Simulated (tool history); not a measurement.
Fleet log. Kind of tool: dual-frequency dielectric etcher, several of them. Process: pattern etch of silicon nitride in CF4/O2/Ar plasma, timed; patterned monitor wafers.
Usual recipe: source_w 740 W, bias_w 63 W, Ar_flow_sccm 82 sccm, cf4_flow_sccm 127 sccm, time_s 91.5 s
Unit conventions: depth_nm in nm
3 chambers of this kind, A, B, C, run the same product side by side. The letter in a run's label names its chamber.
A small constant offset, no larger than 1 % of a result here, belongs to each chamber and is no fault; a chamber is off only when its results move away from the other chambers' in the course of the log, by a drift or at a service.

run   hour  source_w  bias_w  Ar_flow_sccm  cf4_flow_sccm  time_s  read-back reference wafer on the same gauge, depth_nm  depth_nm
 1C    9.9       740      63            82            127    91.5                                                 235.31    281.96
      15.4  -- chamber B: wet clean of the chamber
 2A   19.6       740      63            82            127    91.5                                                 235.09     280.9
 3B   29.1       740      63            82            127    91.5                                                 234.94    276.71
 4B   35.8       740      63            82            127    91.5                                                 234.97    277.57
 5A   43.2       740      63            66            127    91.5                                                 234.85    289.18
      49.3  -- chamber C: wet clean of the chamber
 6C   52.6       740      63            66            127    91.5                                                 234.87    286.62
 7A   61.6       740      63            66            127    91.5                                                 234.93    289.99
 8C   66.8       740      63            82            127    91.5                                                 235.01       280
 9B   75.8       740      63            82            127    91.5                                                 234.79    280.39
10A   85.3       740      63            82            127    91.5                                                 235.31    286.95
11B   93.9       740      63            82            127    91.5                                                 234.85    277.75
12C  103.4       740      63            82            127    91.5                                                 234.99    282.62
13B  110.2       740      63            82            127    91.5                                                 235.12    274.64
14C  119.4       740      63            82            127    91.5                                                 235.01    283.61
15A  125.3       740      63            82            127    91.5                                                 234.97    287.72
     133.4  -- chamber B: source power generator calibrated
16C  134.5       740      63            82            127    91.5                                                 234.94    280.51
17A    144       740      63            82            127    91.5                                                 234.85    291.77
18B  149.9       740      63            82            127    91.5                                                 234.92    275.93
19C  156.8       740      63            82            127    91.5                                                 235.38    280.63
20A  165.7       740      63            82            127    91.5                                                  234.9    293.59
21B  170.6       740      63            82            127    91.5                                                  234.9    277.06
22C  179.1       740      63            82            127    91.5                                                 234.91     281.9
23B  184.6       740      63            82            127    91.5                                                 234.96       277
24A  193.6       740      63            82            127    91.5                                                 235.07    292.78
25C  201.9       740      63            82            127    91.5                                                 235.16    282.21
26B  212.4       740      63            82            127    91.5                                                 235.01    277.05

Is one chamber off against the others, does the gauge drift, or is nothing wrong? If a chamber is off, say which, and what the likeliest cause is.

It is chamber A that slowly wanders off from its peers.
Likeliest cause: etch rate over this chamber's usual, % = 5.37.
The log may not tell that from: source power that arrives over what is set, %.

Here are 4 candidates for chamber A's next run, each the usual settings with a change, their results left as question marks. Which one brings its results back in line with what the others give on the usual settings?
A result is in line if it is within this distance of the other chambers' mean on the usual settings: depth_nm 3.9 nm
27A-1   220       740      63            82            126      86                                                                ?
27A-2   220       740      63            82            127      97                                                                ?
27A-3   220       730      63            82            127    90.5                                                                ?
27A-4   220       750      63            82            127    92.5                                                                ?

Usual-settings mean across the other chambers: depth_nm 279.13 nm
  run  depth_nm
27A-1    277.11
27A-2     312.8
27A-3    288.34
27A-4    301.86
27A-1 puts the chamber back in line with the other chambers.
